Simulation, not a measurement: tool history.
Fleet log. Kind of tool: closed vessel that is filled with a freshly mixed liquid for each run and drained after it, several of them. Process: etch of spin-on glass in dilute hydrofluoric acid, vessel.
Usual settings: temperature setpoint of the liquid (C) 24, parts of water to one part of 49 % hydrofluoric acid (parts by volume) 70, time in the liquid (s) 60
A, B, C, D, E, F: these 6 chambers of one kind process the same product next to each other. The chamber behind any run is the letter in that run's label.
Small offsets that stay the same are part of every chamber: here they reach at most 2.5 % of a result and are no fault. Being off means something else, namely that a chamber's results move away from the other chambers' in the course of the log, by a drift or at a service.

run	day	temperature setpoint of the liquid (C)	parts of water to one part of 49 % hydrofluoric acid (parts by volume)	time in the liquid (s)	hours since the thermometer was replaced	hours since the hydrofluoric acid flow meter was replaced	read-back film thickness of the spin-on glass reference wafer, read on the same gauge (nm)	thickness taken off the spin-on glass on a monitor wafer (Å)
1D	0.196	24	70	60	100.1	1392.3	59.969	306.02
2A	0.483	24	70	60	543.2	160.9	59.961	303.7
3C	0.625	24	70	60	1238.7	268.4	59.965	304.87
4E	0.808	24	70	60	2016.5	555.9	60.021	316.07
5B	1.033	24	70	60	1208.8	629.2	59.986	306.08
6F	1.225	24	70	60	1408.5	48	60.027	307.37
7F	1.488	27	105	60	1414.8	54.3	60.009	221.29
8B	1.712	27	105	60	1225.1	645.5	59.975	219.88
9C	1.925	27	105	60	1269.9	299.6	60.051	220.96
10A	2.112	27	105	60	582.3	200	59.988	218.6
11E	2.267	27	105	60	2051.5	590.9	60.003	227.55
12D	2.517	27	105	60	155.8	1448	59.983	218.85
13D	2.762	24	70	60	161.7	1453.9	60.008	308.9
14C	2.904	24	70	60	1293.4	323.1	60.028	306.39
15B	3.108	27	70	85	1258.6	679	60.033	499.39
16F	3.362	27	70	85	1459.8	99.3	60.005	489.81
17E	3.6	27	70	85	2083.5	622.9	60.048	503.03
18A	3.742	27	70	85	621.4	239.1	59.975	491.63
19F	4.038	27	70	85	1476	115.5	59.99	491.56
20A	4.275	27	70	85	634.2	251.9	60.006	487.37
21D	4.538	24	70	60	204.3	1496.5	60.003	312.53
22B	4.758	20.5	70	60	1298.2	718.6	60.02	267.45
23E	4.992	20.5	70	60	2116.9	656.3	60.023	272.31
24C	5.179	20.5	70	60	1348	377.7	60.007	270.77
25F	5.483	20.5	70	60	1510.7	150.2	60.036	267.21
26D	5.679	20.5	70	60	231.7	1523.9	60.005	264.99
27A	5.908	20.5	70	60	673.4	291.1	59.987	266.14
28B	6.083	24	70	60	1330	750.4	60.021	311.09
29C	6.358	24	70	60	1376.3	406	60.05	314.47
30E	6.65	24	70	60	2156.7	696.1	60.016	318.34
31E	6.85	24	70	60	2161.5	700.9	59.977	312.82
32D	7.038	24	70	60	264.3	1556.5	60.009	304.32
33B	7.342	24	70	60	1360.2	780.6	60.03	305.59
34F	7.479	24	70	60	1558.6	198.1	60.021	307.11
35A	7.629	24	70	60	714.7	332.4	60.027	306
36C	7.846	24	70	90	1412	441.7	60.025	487.77
37E	7.988	24	70	90	2188.8	728.2	60.015	476.61
38A	8.225	24	70	90	729	346.7	60.026	460.43
39C	8.533	24	70	90	1428.5	458.2	59.975	494.38
40B	8.717	24	70	90	1393.2	813.6	60.036	464.51
41F	8.896	24	70	90	1592.6	232.1	59.996	465.39
42D	9.171	24	70	60	315.5	1607.7	59.963	308.81

For the next run the whole fleet of 6 chambers uses the same settings. Give each chamber's results:
43A	9.392	29	70	60				?
43B	9.392	29	70	60				?
43C	9.392	29	70	60				?
43D	9.392	29	70	60				?
43E	9.392	29	70	60				?
43F	9.392	29	70	60				?

run	thickness taken off the spin-on glass on a monitor wafer (Å)
43A	373.82
43B	378
43C	401.48
43D	375.62
43E	384.94
43F	374.4
